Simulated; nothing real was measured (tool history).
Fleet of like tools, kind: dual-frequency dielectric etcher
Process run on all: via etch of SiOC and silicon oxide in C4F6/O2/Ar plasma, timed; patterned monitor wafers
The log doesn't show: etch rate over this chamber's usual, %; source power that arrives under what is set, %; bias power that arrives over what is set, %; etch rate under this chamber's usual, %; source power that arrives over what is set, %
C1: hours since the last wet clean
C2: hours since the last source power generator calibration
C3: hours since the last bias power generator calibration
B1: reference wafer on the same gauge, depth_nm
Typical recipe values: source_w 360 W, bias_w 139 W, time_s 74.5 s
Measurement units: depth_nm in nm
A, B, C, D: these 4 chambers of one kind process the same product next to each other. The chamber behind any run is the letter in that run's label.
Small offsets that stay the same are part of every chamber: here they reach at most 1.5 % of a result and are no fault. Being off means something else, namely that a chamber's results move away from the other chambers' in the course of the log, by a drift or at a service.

Run 1C, day 0.3: usual settings; C1 136.9; C2 1577.1; C3 644.6; B1 65.839. Result: depth_nm 74.56 nm.
Run 2A, day 0.508: usual settings; C1 447.4; C2 2491.3; C3 65.1; B1 65.986. Result: depth_nm 73.325 nm.
Run 3B, day 0.746: usual settings; C1 399.6; C2 3947.5; C3 1469.2; B1 66.045. Result: depth_nm 74.13 nm.
Run 4D, day 0.962: usual settings; C1 53.5; C2 159.6; C3 638.2; B1 65.905. Result: depth_nm 73.426 nm.
Run 5C, day 1.183: usual settings; C1 158.1; C2 1598.3; C3 665.8; B1 66.078. Result: depth_nm 73.522 nm.
Run 6D, day 1.396: usual settings; C1 63.9; C2 170; C3 648.6; B1 65.938. Result: depth_nm 74.535 nm.
Run 7A, day 1.621: usual settings; C1 474.1; C2 2518; C3 91.8; B1 65.952. Result: depth_nm 73.965 nm.
Run 8B, day 1.829: usual settings; C1 425.6; C2 3973.5; C3 1495.2; B1 66.051. Result: depth_nm 74.23 nm.
Run 9A, day 2.004: usual settings; C1 483.3; C2 2527.2; C3 101; B1 66.159. Result: depth_nm 73.698 nm.
Run 10D, day 2.262: usual settings; C1 84.7; C2 190.8; C3 669.4; B1 66.001. Result: depth_nm 73.554 nm.
Run 11B, day 2.55: usual settings; C1 442.9; C2 3990.8; C3 1512.5; B1 66.042. Result: depth_nm 74.632 nm.
Run 12C, day 2.796: usual settings but bias_w 167 W, time_s 53 s; C1 196.8; C2 1637; C3 704.5; B1 65.996. Result: depth_nm 55.312 nm.
Run 13A, day 3.025: usual settings but bias_w 167 W, time_s 53 s; C1 507.8; C2 2551.7; C3 125.5; B1 66.026. Result: depth_nm 55.336 nm.
Run 14C, day 3.267: usual settings but bias_w 167 W, time_s 53 s; C1 208.1; C2 1648.3; C3 715.8; B1 65.942. Result: depth_nm 55.902 nm.
Run 15D, day 3.496: usual settings but bias_w 167 W, time_s 53 s; C1 114.3; C2 220.4; C3 699; B1 66.041. Result: depth_nm 56.285 nm.
Run 16B, day 3.642: usual settings but bias_w 118 W; C1 469.1; C2 4017; C3 1538.7; B1 65.98. Result: depth_nm 71.258 nm.
Run 17C, day 3.917: usual settings but bias_w 118 W; C1 223.7; C2 1663.9; C3 731.4; B1 66.023. Result: depth_nm 71.873 nm.
Run 18A, day 4.212: usual settings but bias_w 118 W; C1 536.3; C2 2580.2; C3 154; B1 66.049. Result: depth_nm 69.509 nm.
Run 19B, day 4.371: usual settings but bias_w 118 W; C1 486.6; C2 4034.5; C3 1556.2; B1 65.936. Result: depth_nm 71.336 nm.
Run 20D, day 4.575: usual settings; C1 140.2; C2 246.3; C3 724.9; B1 65.984. Result: depth_nm 74.277 nm.
Run 21A, day 4.792: usual settings; C1 550.2; C2 2594.1; C3 167.9; B1 65.909. Result: depth_nm 73.332 nm.
Run 22B, day 4.992: usual settings; C1 501.5; C2 4049.4; C3 1571.1; B1 65.989. Result: depth_nm 74.994 nm.
Run 23D, day 5.158: usual settings; C1 154.2; C2 260.3; C3 738.9; B1 65.917. Result: depth_nm 74.336 nm.
Run 24C, day 5.404: usual settings; C1 259.4; C2 1699.6; C3 767.1; B1 66.065. Result: depth_nm 74.124 nm.
At day 5.608: chamber A: wet clean of the chamber.
Run 25C, day 5.642: usual settings; C1 265.1; C2 1705.3; C3 772.8; B1 65.984. Result: depth_nm 75.232 nm.
Run 26B, day 5.846: usual settings; C1 522; C2 4069.9; C3 1591.6; B1 65.974. Result: depth_nm 74.432 nm.
Run 27D, day 6.15: usual settings; C1 178; C2 284.1; C3 762.7; B1 65.956. Result: depth_nm 73.507 nm.
Run 28A, day 6.358: usual settings; C1 18; C2 2631.7; C3 205.5; B1 65.977. Result: depth_nm 74.411 nm.

Is one chamber out of step, is the gauge drifting, or do the chambers differ by no more than their own small offsets? For an off chamber, give its letter and the likeliest cause.

No chamber stands off beyond its own small offset, and the gauge holds steady.
